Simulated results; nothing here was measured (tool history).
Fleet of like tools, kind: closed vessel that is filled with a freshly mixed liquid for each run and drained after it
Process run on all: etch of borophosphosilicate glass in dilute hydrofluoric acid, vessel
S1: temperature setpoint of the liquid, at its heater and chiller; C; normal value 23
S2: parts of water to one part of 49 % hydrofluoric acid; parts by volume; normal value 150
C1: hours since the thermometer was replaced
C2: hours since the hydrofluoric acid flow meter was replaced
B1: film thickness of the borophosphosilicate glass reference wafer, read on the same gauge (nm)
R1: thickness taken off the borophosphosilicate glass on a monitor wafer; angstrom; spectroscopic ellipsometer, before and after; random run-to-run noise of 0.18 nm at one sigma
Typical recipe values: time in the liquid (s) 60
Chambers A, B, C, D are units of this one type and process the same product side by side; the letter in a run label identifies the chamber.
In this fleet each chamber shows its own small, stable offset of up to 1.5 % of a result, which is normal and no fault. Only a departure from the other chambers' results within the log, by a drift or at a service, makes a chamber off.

run 1B hour=10.2 | S1=23 S2=150 time_in_the_liquid_(s)=60 | C1=2456.5 C2=764.7 | B1=90.018 | R1=255.42
run 2A hour=16.1 | S1=23 S2=150 time_in_the_liquid_(s)=60 | C1=879.0 C2=1438.2 | B1=89.989 | R1=256.20
run 3D hour=26.7 | S1=23 S2=150 time_in_the_liquid_(s)=60 | C1=2087.9 C2=1153.4 | B1=89.981 | R1=253.09
-- hour=37.0 chamber D: hydrofluoric acid flow meter replaced
run 4C hour=37.3 | S1=23 S2=150 time_in_the_liquid_(s)=60 | C1=2353.3 C2=539.9 | B1=90.001 | R1=252.54
run 5B hour=45.1 | S1=23 S2=215 time_in_the_liquid_(s)=45 | C1=2491.4 C2=799.6 | B1=89.993 | R1=123.41
run 6A hour=55.9 | S1=23 S2=215 time_in_the_liquid_(s)=45 | C1=918.8 C2=1478.0 | B1=89.985 | R1=124.68
run 7C hour=63.3 | S1=23 S2=215 time_in_the_liquid_(s)=45 | C1=2379.3 C2=565.9 | B1=89.989 | R1=124.40
run 8D hour=69.5 | S1=23 S2=215 time_in_the_liquid_(s)=45 | C1=2130.7 C2=32.5 | B1=89.981 | R1=122.44
run 9A hour=81.0 | S1=21 S2=150 time_in_the_liquid_(s)=90 | C1=943.9 C2=1503.1 | B1=90.009 | R1=359.40
run 10C hour=94.3 | S1=21 S2=150 time_in_the_liquid_(s)=90 | C1=2410.3 C2=596.9 | B1=90.013 | R1=356.11
-- hour=102.3 chamber B: thermometer replaced
run 11D hour=107.0 | S1=21 S2=150 time_in_the_liquid_(s)=90 | C1=2168.2 C2=70.0 | B1=89.987 | R1=349.93
run 12B hour=115.7 | S1=21 S2=150 time_in_the_liquid_(s)=90 | C1=13.4 C2=870.2 | B1=90.012 | R1=358.70
run 13B hour=123.5 | S1=23 S2=150 time_in_the_liquid_(s)=60 | C1=21.2 C2=878.0 | B1=90.011 | R1=254.00
run 14C hour=131.2 | S1=23 S2=150 time_in_the_liquid_(s)=60 | C1=2447.2 C2=633.8 | B1=90.001 | R1=254.80
run 15D hour=141.8 | S1=23 S2=150 time_in_the_liquid_(s)=60 | C1=2203.0 C2=104.8 | B1=89.994 | R1=254.63
-- hour=148.0 chamber B: hydrofluoric acid flow meter replaced
run 16A hour=150.3 | S1=23 S2=150 time_in_the_liquid_(s)=60 | C1=1013.2 C2=1572.4 | B1=89.998 | R1=257.68
run 17D hour=161.3 | S1=21 S2=150 time_in_the_liquid_(s)=60 | C1=2222.5 C2=124.3 | B1=89.989 | R1=233.02
run 18C hour=171.7 | S1=21 S2=150 time_in_the_liquid_(s)=60 | C1=2487.7 C2=674.3 | B1=90.003 | R1=241.56
run 19B hour=181.2 | S1=21 S2=150 time_in_the_liquid_(s)=60 | C1=78.9 C2=33.3 | B1=89.999 | R1=235.90
run 20A hour=193.3 | S1=21 S2=150 time_in_the_liquid_(s)=60 | C1=1056.2 C2=1615.4 | B1=89.994 | R1=236.90
run 21A hour=199.6 | S1=23 S2=150 time_in_the_liquid_(s)=60 | C1=1062.5 C2=1621.7 | B1=90.010 | R1=256.46
run 22D hour=207.5 | S1=23 S2=150 time_in_the_liquid_(s)=60 | C1=2268.7 C2=170.5 | B1=89.974 | R1=250.06
run 23B hour=213.9 | S1=23 S2=150 time_in_the_liquid_(s)=60 | C1=111.6 C2=66.0 | B1=89.997 | R1=252.61
run 24C hour=226.9 | S1=23 S2=150 time_in_the_liquid_(s)=60 | C1=2542.9 C2=729.5 | B1=90.010 | R1=263.15
-- hour=232.7 chamber D: thermometer replaced
run 25D hour=236.1 | S1=19 S2=150 time_in_the_liquid_(s)=30 | C1=3.4 C2=199.1 | B1=89.999 | R1=107.98
run 26C hour=245.9 | S1=19 S2=150 time_in_the_liquid_(s)=30 | C1=2561.9 C2=748.5 | B1=90.001 | R1=115.18

Which is it: a chamber that has drifted or been left off by a service, a gauge drift common to all chambers, or only each chamber's usual small offset? If a chamber is off, name it and its likeliest cause.

Chamber C drifts away from the others.
Cause: hydrofluoric acid flow above the setpoint (%) = 3.55.
With only this log, it may be confused with: liquid hotter than its thermometer reads (K).

Here are 4 candidates for chamber C's next run, each the usual settings with a change, their results left as question marks. Which one brings its results back in line with what the others give on the usual settings?
In-line tolerance around the mean of the other chambers on the usual settings: R1 6.30 angstrom
run 27C-1 hour=255.4 | S1=23 S2=160 time_in_the_liquid_(s)=60 | R1=?
run 27C-2 hour=255.4 | S1=23 S2=140 time_in_the_liquid_(s)=60 | R1=?
run 27C-3 hour=255.4 | S1=23 S2=155 time_in_the_liquid_(s)=60 | R1=?
run 27C-4 hour=255.4 | S1=24 S2=150 time_in_the_liquid_(s)=60 | R1=?

On the usual settings, the other chambers give on average: R1 254.42 angstrom
run=27C-1 R1=245.52
run=27C-2 R1=286.88
run=27C-3 R1=254.82
run=27C-4 R1=275.20
The right change is 27C-3: it brings the chamber back within the allowed miss of the others.

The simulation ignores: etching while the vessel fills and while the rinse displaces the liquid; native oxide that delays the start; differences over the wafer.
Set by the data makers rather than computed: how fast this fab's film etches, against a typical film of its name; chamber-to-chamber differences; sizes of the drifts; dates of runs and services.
